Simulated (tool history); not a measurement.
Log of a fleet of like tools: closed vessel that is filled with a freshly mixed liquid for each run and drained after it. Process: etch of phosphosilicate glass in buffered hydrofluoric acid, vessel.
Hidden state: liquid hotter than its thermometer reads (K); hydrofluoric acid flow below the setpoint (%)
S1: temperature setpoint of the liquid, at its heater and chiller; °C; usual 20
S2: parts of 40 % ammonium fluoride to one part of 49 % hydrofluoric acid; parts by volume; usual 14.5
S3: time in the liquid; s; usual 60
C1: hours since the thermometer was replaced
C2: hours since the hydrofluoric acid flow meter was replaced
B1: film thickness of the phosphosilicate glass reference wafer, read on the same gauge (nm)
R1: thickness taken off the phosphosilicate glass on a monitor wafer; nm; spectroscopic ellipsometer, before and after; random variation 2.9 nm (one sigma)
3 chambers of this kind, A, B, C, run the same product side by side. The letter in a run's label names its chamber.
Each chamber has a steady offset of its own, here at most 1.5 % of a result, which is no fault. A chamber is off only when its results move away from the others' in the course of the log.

Run 1C, hour 5.9: usual settings; C1 531.5; C2 1833.4; B1 60.008. Result: R1 307.81 nm.
Run 2A, hour 18.8: usual settings; C1 483.6; C2 631.7; B1 60.011. Result: R1 314.69 nm.
Run 3B, hour 25.3: usual settings; C1 947.9; C2 376.9; B1 60.013. Result: R1 302.4 nm.
Run 4C, hour 34: usual settings; C1 559.6; C2 1861.5; B1 59.987. Result: R1 297.82 nm.
Run 5A, hour 41.2: usual settings; C1 506; C2 654.1; B1 60.004. Result: R1 310.9 nm.
Run 6B, hour 47.9: usual settings but S1 23 °C, S3 35 s; C1 970.5; C2 399.5; B1 60.012. Result: R1 210.1 nm.
Run 7A, hour 54.8: usual settings but S1 23 °C, S3 35 s; C1 519.6; C2 667.7; B1 59.997. Result: R1 214.63 nm.
Run 8C, hour 68.1: usual settings but S1 23 °C, S3 35 s; C1 593.7; C2 1895.6; B1 59.997. Result: R1 209.01 nm.
Run 9B, hour 79.2: usual settings; C1 1001.8; C2 430.8; B1 60.018. Result: R1 305.55 nm.
Run 10B, hour 92.2: usual settings but S1 17 °C, S2 11.5 parts by volume; C1 1014.8; C2 443.8; B1 59.98. Result: R1 324.62 nm.
Run 11C, hour 102.5: usual settings but S1 17 °C, S2 11.5 parts by volume; C1 628.1; C2 1930; B1 59.986. Result: R1 323.44 nm.
Run 12A, hour 109.6: usual settings but S1 17 °C, S2 11.5 parts by volume; C1 574.4; C2 722.5; B1 59.994. Result: R1 327.25 nm.
Run 13B, hour 117.1: usual settings; C1 1039.7; C2 468.7; B1 60.009. Result: R1 300.88 nm.
Run 14C, hour 127: usual settings; C1 652.6; C2 1954.5; B1 60. Result: R1 308.59 nm.
Run 15A, hour 137.8: usual settings; C1 602.6; C2 750.7; B1 60.006. Result: R1 309.73 nm.
Run 16B, hour 148.7: usual settings; C1 1071.3; C2 500.3; B1 59.995. Result: R1 303.26 nm.
Run 17C, hour 157.8: usual settings; C1 683.4; C2 1985.3; B1 59.997. Result: R1 311.48 nm.
Run 18A, hour 168.8: usual settings; C1 633.6; C2 781.7; B1 59.995. Result: R1 316.26 nm.
At hour 176.5: chamber A: hydrofluoric acid flow meter replaced.
Run 19B, hour 181.7: usual settings; C1 1104.3; C2 533.3; B1 59.991. Result: R1 299.73 nm.
Run 20A, hour 193.9: usual settings; C1 658.7; C2 17.5; B1 59.982. Result: R1 308.26 nm.
Run 21C, hour 201.3: usual settings; C1 726.9; C2 2028.8; B1 60.013. Result: R1 312.99 nm.
Run 22C, hour 210.9: usual settings; C1 736.5; C2 2038.4; B1 59.98. Result: R1 314.72 nm.
Run 23A, hour 222.2: usual settings; C1 687; C2 45.8; B1 59.971. Result: R1 309 nm.
Run 24B, hour 231.6: usual settings; C1 1154.2; C2 583.2; B1 60.021. Result: R1 300.96 nm.
Run 25A, hour 238.6: usual settings; C1 703.4; C2 62.2; B1 60.013. Result: R1 308.75 nm.
Run 26B, hour 251.1: usual settings; C1 1173.7; C2 602.7; B1 59.995. Result: R1 306.47 nm.
Run 27C, hour 262.7: usual settings; C1 788.3; C2 2090.2; B1 59.993. Result: R1 322.98 nm.
Run 28C, hour 270.6: usual settings; C1 796.2; C2 2098.1; B1 60.017. Result: R1 326.11 nm.
Run 29A, hour 281.8: usual settings; C1 746.6; C2 105.4; B1 60.013. Result: R1 309.11 nm.
Run 30B, hour 293.4: usual settings; C1 1216; C2 645; B1 60.023. Result: R1 300.11 nm.
Run 31C, hour 303.6: usual settings; C1 829.2; C2 2131.1; B1 60.003. Result: R1 325.19 nm.

Next, every chamber runs the same settings. What will each give?
Run 32A, hour 313.4: usual settings. Result: R1 ?.
Run 32B, hour 313.4: usual settings. Result: R1 ?.
Run 32C, hour 313.4: usual settings. Result: R1 ?.

run      R1
32A  310.68
32B  303.31
32C  323.33
